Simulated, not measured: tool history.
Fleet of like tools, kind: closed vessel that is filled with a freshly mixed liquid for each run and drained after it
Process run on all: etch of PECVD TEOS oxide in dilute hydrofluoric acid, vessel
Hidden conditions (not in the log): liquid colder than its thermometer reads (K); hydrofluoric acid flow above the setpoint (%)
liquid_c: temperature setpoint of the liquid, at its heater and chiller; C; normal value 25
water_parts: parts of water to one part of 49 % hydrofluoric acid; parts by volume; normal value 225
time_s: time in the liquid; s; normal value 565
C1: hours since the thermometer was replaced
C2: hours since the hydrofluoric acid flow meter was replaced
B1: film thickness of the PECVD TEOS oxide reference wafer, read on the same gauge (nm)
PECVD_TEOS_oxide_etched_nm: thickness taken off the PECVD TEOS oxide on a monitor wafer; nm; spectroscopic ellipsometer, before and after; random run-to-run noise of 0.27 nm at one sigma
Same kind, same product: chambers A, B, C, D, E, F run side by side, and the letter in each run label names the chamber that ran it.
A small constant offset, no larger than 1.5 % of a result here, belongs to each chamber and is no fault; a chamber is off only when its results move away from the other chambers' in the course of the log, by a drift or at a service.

Run 1C, hour 9.1: usual settings; C1 1642; C2 770.7; B1 80.023. Result: PECVD_TEOS_oxide_etched_nm 47.221 nm.
Run 2A, hour 20.9: usual settings; C1 489.1; C2 163.9; B1 80.008. Result: PECVD_TEOS_oxide_etched_nm 48.575 nm.
At hour 26.2: chamber B: thermometer replaced.
Run 3E, hour 31: usual settings; C1 84; C2 840.3; B1 80.029. Result: PECVD_TEOS_oxide_etched_nm 47.779 nm.
Run 4D, hour 43.4: usual settings; C1 474.4; C2 736.2; B1 79.999. Result: PECVD_TEOS_oxide_etched_nm 47.624 nm.
Run 5B, hour 50.6: usual settings but liquid_c 30 C, water_parts 135 parts by volume; C1 24.5; C2 191.3; B1 79.974. Result: PECVD_TEOS_oxide_etched_nm 103.86 nm.
Run 6F, hour 60.3: usual settings but liquid_c 30 C, water_parts 135 parts by volume; C1 833.4; C2 1258.9; B1 80.007. Result: PECVD_TEOS_oxide_etched_nm 104.48 nm.
Run 7F, hour 66.6: usual settings but liquid_c 30 C, water_parts 135 parts by volume; C1 839.7; C2 1265.2; B1 79.957. Result: PECVD_TEOS_oxide_etched_nm 104.91 nm.
Run 8B, hour 72.3: usual settings but liquid_c 30 C, water_parts 135 parts by volume; C1 46.2; C2 213; B1 80.01. Result: PECVD_TEOS_oxide_etched_nm 106.07 nm.
Run 9D, hour 78.7: usual settings but liquid_c 30 C, water_parts 135 parts by volume; C1 509.7; C2 771.5; B1 80.024. Result: PECVD_TEOS_oxide_etched_nm 104.64 nm.
Run 10C, hour 88.7: usual settings but liquid_c 30 C, water_parts 135 parts by volume; C1 1721.6; C2 850.3; B1 79.964. Result: PECVD_TEOS_oxide_etched_nm 106.13 nm.
Run 11A, hour 95.4: usual settings; C1 563.6; C2 238.4; B1 79.994. Result: PECVD_TEOS_oxide_etched_nm 48.063 nm.
Run 12E, hour 106.6: usual settings; C1 159.6; C2 915.9; B1 80.014. Result: PECVD_TEOS_oxide_etched_nm 47.953 nm.
Run 13B, hour 116.4: usual settings; C1 90.3; C2 257.1; B1 80.003. Result: PECVD_TEOS_oxide_etched_nm 47.78 nm.
Run 14E, hour 125.9: usual settings; C1 178.9; C2 935.2; B1 79.999. Result: PECVD_TEOS_oxide_etched_nm 47.42 nm.
Run 15F, hour 136.3: usual settings; C1 909.4; C2 1334.9; B1 80.012. Result: PECVD_TEOS_oxide_etched_nm 47.578 nm.
Run 16D, hour 144.3: usual settings; C1 575.3; C2 837.1; B1 80.027. Result: PECVD_TEOS_oxide_etched_nm 47.259 nm.
Run 17A, hour 154.5: usual settings but liquid_c 22.5 C, water_parts 170 parts by volume; C1 622.7; C2 297.5; B1 79.981. Result: PECVD_TEOS_oxide_etched_nm 61.824 nm.
At hour 159.4: chamber F: thermometer replaced.
Run 18C, hour 162.4: usual settings but liquid_c 22.5 C, water_parts 170 parts by volume; C1 1795.3; C2 924; B1 79.976. Result: PECVD_TEOS_oxide_etched_nm 61.148 nm.
Run 19D, hour 172.9: usual settings but liquid_c 22.5 C, water_parts 170 parts by volume; C1 603.9; C2 865.7; B1 79.993. Result: PECVD_TEOS_oxide_etched_nm 60.395 nm.
Run 20A, hour 179.1: usual settings but liquid_c 22.5 C, water_parts 170 parts by volume; C1 647.3; C2 322.1; B1 80.01. Result: PECVD_TEOS_oxide_etched_nm 61.328 nm.
Run 21F, hour 186.3: usual settings but liquid_c 22.5 C, water_parts 170 parts by volume; C1 26.9; C2 1384.9; B1 79.979. Result: PECVD_TEOS_oxide_etched_nm 60.82 nm.
Run 22E, hour 195.3: usual settings but liquid_c 22.5 C, water_parts 170 parts by volume; C1 248.3; C2 1004.6; B1 80.01. Result: PECVD_TEOS_oxide_etched_nm 61.296 nm.
At hour 200.8: chamber D: thermometer replaced.
Run 23B, hour 204.5: usual settings; C1 178.4; C2 345.2; B1 79.985. Result: PECVD_TEOS_oxide_etched_nm 49.445 nm.
Run 24C, hour 211.2: usual settings but liquid_c 29 C, time_s 890 s; C1 1844.1; C2 972.8; B1 80.048. Result: PECVD_TEOS_oxide_etched_nm 86.278 nm.
Run 25C, hour 219.2: usual settings but liquid_c 29 C, time_s 890 s; C1 1852.1; C2 980.8; B1 79.984. Result: PECVD_TEOS_oxide_etched_nm 86.318 nm.
Run 26A, hour 229.4: usual settings but liquid_c 29 C, time_s 890 s; C1 697.6; C2 372.4; B1 79.98. Result: PECVD_TEOS_oxide_etched_nm 87.045 nm.
Run 27B, hour 241.5: usual settings but liquid_c 29 C, time_s 890 s; C1 215.4; C2 382.2; B1 80.014. Result: PECVD_TEOS_oxide_etched_nm 90.507 nm.
Run 28F, hour 252.9: usual settings but liquid_c 29 C, time_s 890 s; C1 93.5; C2 1451.5; B1 80.003. Result: PECVD_TEOS_oxide_etched_nm 86.192 nm.
Run 29D, hour 258.5: usual settings but liquid_c 29 C, time_s 890 s; C1 57.7; C2 951.3; B1 79.994. Result: PECVD_TEOS_oxide_etched_nm 86.199 nm.
Run 30E, hour 268.4: usual settings; C1 321.4; C2 1077.7; B1 80.004. Result: PECVD_TEOS_oxide_etched_nm 48.022 nm.
Run 31F, hour 274: usual settings but water_parts 155 parts by volume, time_s 275 s; C1 114.6; C2 1472.6; B1 80.021. Result: PECVD_TEOS_oxide_etched_nm 36.121 nm.
Run 32E, hour 284.9: usual settings but water_parts 155 parts by volume, time_s 275 s; C1 337.9; C2 1094.2; B1 80.035. Result: PECVD_TEOS_oxide_etched_nm 36.248 nm.
Run 33B, hour 295.3: usual settings but water_parts 155 parts by volume, time_s 275 s; C1 269.2; C2 436; B1 80. Result: PECVD_TEOS_oxide_etched_nm 38.322 nm.
Run 34A, hour 307.8: usual settings but water_parts 155 parts by volume, time_s 275 s; C1 776; C2 450.8; B1 79.976. Result: PECVD_TEOS_oxide_etched_nm 37.01 nm.
Run 35C, hour 317.4: usual settings but water_parts 155 parts by volume, time_s 275 s; C1 1950.3; C2 1079; B1 80.004. Result: PECVD_TEOS_oxide_etched_nm 36.722 nm.
Run 36D, hour 324.4: usual settings but water_parts 155 parts by volume, time_s 275 s; C1 123.6; C2 1017.2; B1 80.021. Result: PECVD_TEOS_oxide_etched_nm 36.19 nm.

Read the log: is a single chamber off, either drifting away or since a service, is the gauge that measures every chamber drifting, or is nothing wrong beyond small per-chamber offsets? Name any odd chamber and what most likely caused it.

Little by little, chamber B moves away from the other chambers.
What lies behind it: hydrofluoric acid flow above the setpoint (%) = 6.5.
The log might look much the same if the cause were instead: liquid hotter than its thermometer reads (K).

Here are 4 candidates for chamber B's next run, each the usual settings with a change, their results left as question marks. Which one brings its results back in line with what the others give on the usual settings?
In line means no further than this from the other chambers' mean on the usual settings: PECVD_TEOS_oxide_etched_nm 0.95 nm
Run 37B-1, hour 333.5: usual settings but time_s 550 s. Result: PECVD_TEOS_oxide_etched_nm ?.
Run 37B-2, hour 333.5: usual settings but time_s 580 s. Result: PECVD_TEOS_oxide_etched_nm ?.
Run 37B-3, hour 333.5: usual settings but water_parts 230 parts by volume, time_s 545 s. Result: PECVD_TEOS_oxide_etched_nm ?.
Run 37B-4, hour 333.5: usual settings but liquid_c 27 C. Result: PECVD_TEOS_oxide_etched_nm ?.

Usual-settings mean across the other chambers: PECVD_TEOS_oxide_etched_nm 47.626 nm
  run  PECVD_TEOS_oxide_etched_nm
37B-1                      49.563
37B-2                      52.266
37B-3                      47.813
37B-4                      54.644
37B-3 is the one that brings the chamber's results back in line with the other chambers.
